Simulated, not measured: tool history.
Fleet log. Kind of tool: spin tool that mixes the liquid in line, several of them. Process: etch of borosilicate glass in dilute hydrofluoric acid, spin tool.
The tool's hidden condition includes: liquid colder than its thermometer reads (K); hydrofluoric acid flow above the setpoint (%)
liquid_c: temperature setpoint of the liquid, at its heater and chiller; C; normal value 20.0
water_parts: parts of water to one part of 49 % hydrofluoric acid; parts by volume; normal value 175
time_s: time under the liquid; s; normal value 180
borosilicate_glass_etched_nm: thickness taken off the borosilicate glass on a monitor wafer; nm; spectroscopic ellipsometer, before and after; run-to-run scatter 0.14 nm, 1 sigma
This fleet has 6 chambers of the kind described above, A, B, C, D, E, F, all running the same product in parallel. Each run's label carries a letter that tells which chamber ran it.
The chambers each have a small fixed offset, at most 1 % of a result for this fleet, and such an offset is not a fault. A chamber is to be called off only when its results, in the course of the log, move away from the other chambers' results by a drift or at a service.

run   hour  liquid_c  water_parts  time_s  hours since the thermometer was replaced  hours since the hydrofluoric acid flow meter was replaced  read-back film thickness of the borosilicate glass reference wafer, read on the same gauge (nm)  borosilicate_glass_etched_nm
 1E    7.8      20.0          175     180                                    1117.0                                                     1827.8                                                                                           139.98                        32.555
 2C   18.4      20.0          175     180                                     469.5                                                      303.9                                                                                           139.98                        32.598
 3B   28.9      20.0          175     180                                     924.8                                                      349.1                                                                                           140.00                        33.028
 4D   37.8      20.0          175     180                                     504.1                                                       59.9                                                                                           140.00                        32.557
 5F   46.2      20.0          175     135                                     486.0                                                      332.7                                                                                           139.99                        24.882
 6A   55.6      20.0          175     135                                     547.9                                                      558.9                                                                                           139.98                        24.535
 7A   69.3      20.0          175     135                                     561.6                                                      572.6                                                                                           140.00                        24.425
 8E   82.8      20.0          175     135                                    1192.0                                                     1902.8                                                                                           139.98                        24.589
 9C   89.3      20.0          175     135                                     540.4                                                      374.8                                                                                           140.01                        24.231
10D   95.4      20.0          175     135                                     561.7                                                      117.5                                                                                           140.00                        24.465
11F  101.9      20.0          175     180                                     541.7                                                      388.4                                                                                           139.98                        33.037
12B  112.4      20.0          175     180                                    1008.3                                                      432.6                                                                                           140.00                        33.114
13F  119.5      20.0          175     180                                     559.3                                                      406.0                                                                                           140.00                        33.426
14E  128.4      20.0          235     130                                    1237.6                                                     1948.4                                                                                           139.98                        16.731
15C  136.8      20.0          235     130                                     587.9                                                      422.3                                                                                           140.00                        16.370
16B  143.0      20.0          235     130                                    1038.9                                                      463.2                                                                                           140.00                        16.696
17A  155.4      20.0          235     130                                     647.7                                                      658.7                                                                                           140.03                        16.642
18D  169.7      20.0          235     130                                     636.0                                                      191.8                                                                                           140.03                        16.464
19F  179.0      20.0          235     130                                     618.8                                                      465.5                                                                                           140.01                        16.628
20B  186.2      20.0          175     180                                    1082.1                                                      506.4                                                                                           140.03                        33.074
21C  198.0      20.0          175     180                                     649.1                                                      483.5                                                                                           140.00                        32.691
22E  207.1      20.0          175     180                                    1316.3                                                     2027.1                                                                                           139.99                        33.027
23A  216.6      22.0          175     180                                     708.9                                                      719.9                                                                                           140.00                        35.643
24D  225.3      22.0          175     180                                     691.6                                                      247.4                                                                                           140.02                        34.957
     228.6  -- chamber B: thermometer replaced
25D  234.8      22.0          175     180                                     701.1                                                      256.9                                                                                           140.01                        35.214
26B  247.6      22.0          175     180                                      19.0                                                      567.8                                                                                           140.00                        35.540
27C  261.0      22.0          175     180                                     712.1                                                      546.5                                                                                           140.01                        34.973
28E  269.1      22.0          175     180                                    1378.3                                                     2089.1                                                                                           139.99                        35.621
29A  283.1      20.0          175     180                                     775.4                                                      786.4                                                                                           139.99                        32.911
30F  291.8      20.0          175     180                                     731.6                                                      578.3                                                                                           139.99                        32.430
31E  304.8      20.0          175     180                                    1414.0                                                     2124.8                                                                                           139.98                        32.751
32D  313.8      20.0          175     180                                     780.1                                                      335.9                                                                                           139.96                        32.581
33C  320.4      23.5          175     120                                     771.5                                                      605.9                                                                                           140.01                        24.860
34F  329.6      23.5          175     120                                     769.4                                                      616.1                                                                                           139.99                        24.515
35B  337.1      23.5          175     120                                     108.5                                                      657.3                                                                                           140.00                        25.039
36A  347.2      23.5          175     120                                     839.5                                                      850.5                                                                                           139.98                        25.066
37B  357.7      23.5          175     120                                     129.1                                                      677.9                                                                                           140.02                        25.164
     361.3  -- chamber E: thermometer replaced
38C  367.0      23.5          175     120                                     818.1                                                      652.5                                                                                           140.02                        24.956
39D  377.7      23.0          175      90                                     844.0                                                      399.8                                                                                           140.00                        18.312
40E  391.7      23.0          175      90                                      30.4                                                     2211.7                                                                                           140.01                        18.506
41A  400.2      23.0          175      90                                     892.5                                                      903.5                                                                                           139.99                        18.293
42F  407.0      23.0          175      90                                     846.8                                                      693.5                                                                                           140.02                        17.605

Next, every chamber runs the same settings. What will each give?
43A  417.2      20.0          175     135                                                                                                                                                                                                                                   ?
43B  417.2      20.0          175     135                                                                                                                                                                                                                                   ?
43C  417.2      20.0          175     135                                                                                                                                                                                                                                   ?
43D  417.2      20.0          175     135                                                                                                                                                                                                                                   ?
43E  417.2      20.0          175     135                                                                                                                                                                                                                                   ?
43F  417.2      20.0          175     135                                                                                                                                                                                                                                   ?

run  borosilicate_glass_etched_nm
43A                        24.683
43B                        24.595
43C                        24.268
43D                        24.478
43E                        24.651
43F                        23.659
